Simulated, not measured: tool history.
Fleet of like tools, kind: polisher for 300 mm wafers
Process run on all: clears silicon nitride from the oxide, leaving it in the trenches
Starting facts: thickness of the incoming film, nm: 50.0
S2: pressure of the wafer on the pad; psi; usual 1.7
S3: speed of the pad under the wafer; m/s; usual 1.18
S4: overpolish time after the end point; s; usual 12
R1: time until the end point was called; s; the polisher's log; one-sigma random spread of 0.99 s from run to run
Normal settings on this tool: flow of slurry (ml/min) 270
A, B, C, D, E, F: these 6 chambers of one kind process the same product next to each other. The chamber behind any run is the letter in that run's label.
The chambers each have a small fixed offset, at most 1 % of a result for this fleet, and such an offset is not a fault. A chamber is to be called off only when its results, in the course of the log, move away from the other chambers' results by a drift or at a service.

Run 1A, day 0.150: usual settings. Result: R1 69.590 s.
Run 2C, day 0.258: usual settings. Result: R1 69.170 s.
Run 3E, day 0.362: usual settings. Result: R1 69.301 s.
At day 0.492: chamber D: worn pad replaced by a new one.
Run 4D, day 0.512: usual settings. Result: R1 69.819 s.
At day 0.654: chamber A: worn pad replaced by a new one.
Run 5F, day 0.700: usual settings. Result: R1 69.260 s.
Run 6B, day 0.925: usual settings. Result: R1 69.525 s.
Run 7A, day 1.133: usual settings. Result: R1 70.947 s.
Run 8B, day 1.258: usual settings. Result: R1 68.663 s.
Run 9C, day 1.446: usual settings. Result: R1 68.245 s.
Run 10E, day 1.629: usual settings. Result: R1 69.295 s.
Run 11D, day 1.767: usual settings. Result: R1 67.414 s.
Run 12F, day 1.996: usual settings but S2 1.5 psi. Result: R1 75.326 s.
At day 2.083: chamber E: worn pad replaced by a new one.
Run 13A, day 2.142: usual settings but S2 1.5 psi. Result: R1 77.612 s.
At day 2.225: chamber B: worn pad replaced by a new one.
Run 14C, day 2.338: usual settings but S2 1.5 psi. Result: R1 77.533 s.
Run 15E, day 2.521: usual settings but S2 1.5 psi. Result: R1 78.453 s.
Run 16F, day 2.717: usual settings but S2 1.5 psi. Result: R1 77.777 s.
Run 17D, day 2.888: usual settings but S2 1.5 psi. Result: R1 77.941 s.
Run 18B, day 3.088: usual settings. Result: R1 68.516 s.
Run 19C, day 3.242: usual settings. Result: R1 68.656 s.
Run 20B, day 3.458: usual settings. Result: R1 67.702 s.
Run 21F, day 3.583: usual settings. Result: R1 68.715 s.
Run 22D, day 3.812: usual settings. Result: R1 67.985 s.
At day 4.025: chamber F: worn pad replaced by a new one.
Run 23E, day 4.033: usual settings. Result: R1 67.303 s.
At day 4.196: chamber D: worn pad replaced by a new one.
Run 24A, day 4.196: usual settings. Result: R1 68.356 s.
Run 25F, day 4.304: usual settings. Result: R1 68.096 s.
At day 4.321: chamber C: worn pad replaced by a new one.
Run 26D, day 4.500: usual settings. Result: R1 67.807 s.
Run 27E, day 4.633: usual settings but S3 0.90 m/s, S4 9 s. Result: R1 92.022 s.
At day 4.646: chamber A: worn pad replaced by a new one.
Run 28C, day 4.838: usual settings but S3 0.90 m/s, S4 9 s. Result: R1 90.797 s.
At day 4.925: chamber D: slurry nozzle cleaned.
Run 29A, day 5.038: usual settings but S3 0.90 m/s, S4 9 s. Result: R1 90.370 s.
Run 30B, day 5.183: usual settings but S3 0.90 m/s, S4 9 s. Result: R1 91.405 s.
Run 31A, day 5.346: usual settings but S3 0.90 m/s, S4 9 s. Result: R1 89.440 s.
Run 32C, day 5.458: usual settings but S3 0.90 m/s, S4 9 s. Result: R1 87.711 s.
Run 33D, day 5.604: usual settings. Result: R1 67.186 s.
Run 34B, day 5.808: usual settings. Result: R1 67.934 s.
Run 35E, day 5.967: usual settings. Result: R1 68.687 s.
At day 6.058: chamber E: worn pad replaced by a new one.
Run 36F, day 6.092: usual settings. Result: R1 67.429 s.
Run 37E, day 6.254: usual settings. Result: R1 68.279 s.
Run 38F, day 6.404: usual settings. Result: R1 69.142 s.
Run 39B, day 6.612: usual settings. Result: R1 70.014 s.
Run 40D, day 6.775: usual settings. Result: R1 69.017 s.
Run 41A, day 6.971: usual settings. Result: R1 68.800 s.
Run 42C, day 7.171: usual settings. Result: R1 68.980 s.
Run 43E, day 7.329: usual settings. Result: R1 70.063 s.
Run 44A, day 7.508: usual settings but flow of slurry (ml/min) 230, S4 16 s. Result: R1 69.931 s.

One chamber off, gauge drift, or nothing amiss beyond the chambers' own small offsets? If it is a chamber, which one, and what is the likeliest cause?

No chamber stands off beyond its own small offset, and the gauge holds steady.

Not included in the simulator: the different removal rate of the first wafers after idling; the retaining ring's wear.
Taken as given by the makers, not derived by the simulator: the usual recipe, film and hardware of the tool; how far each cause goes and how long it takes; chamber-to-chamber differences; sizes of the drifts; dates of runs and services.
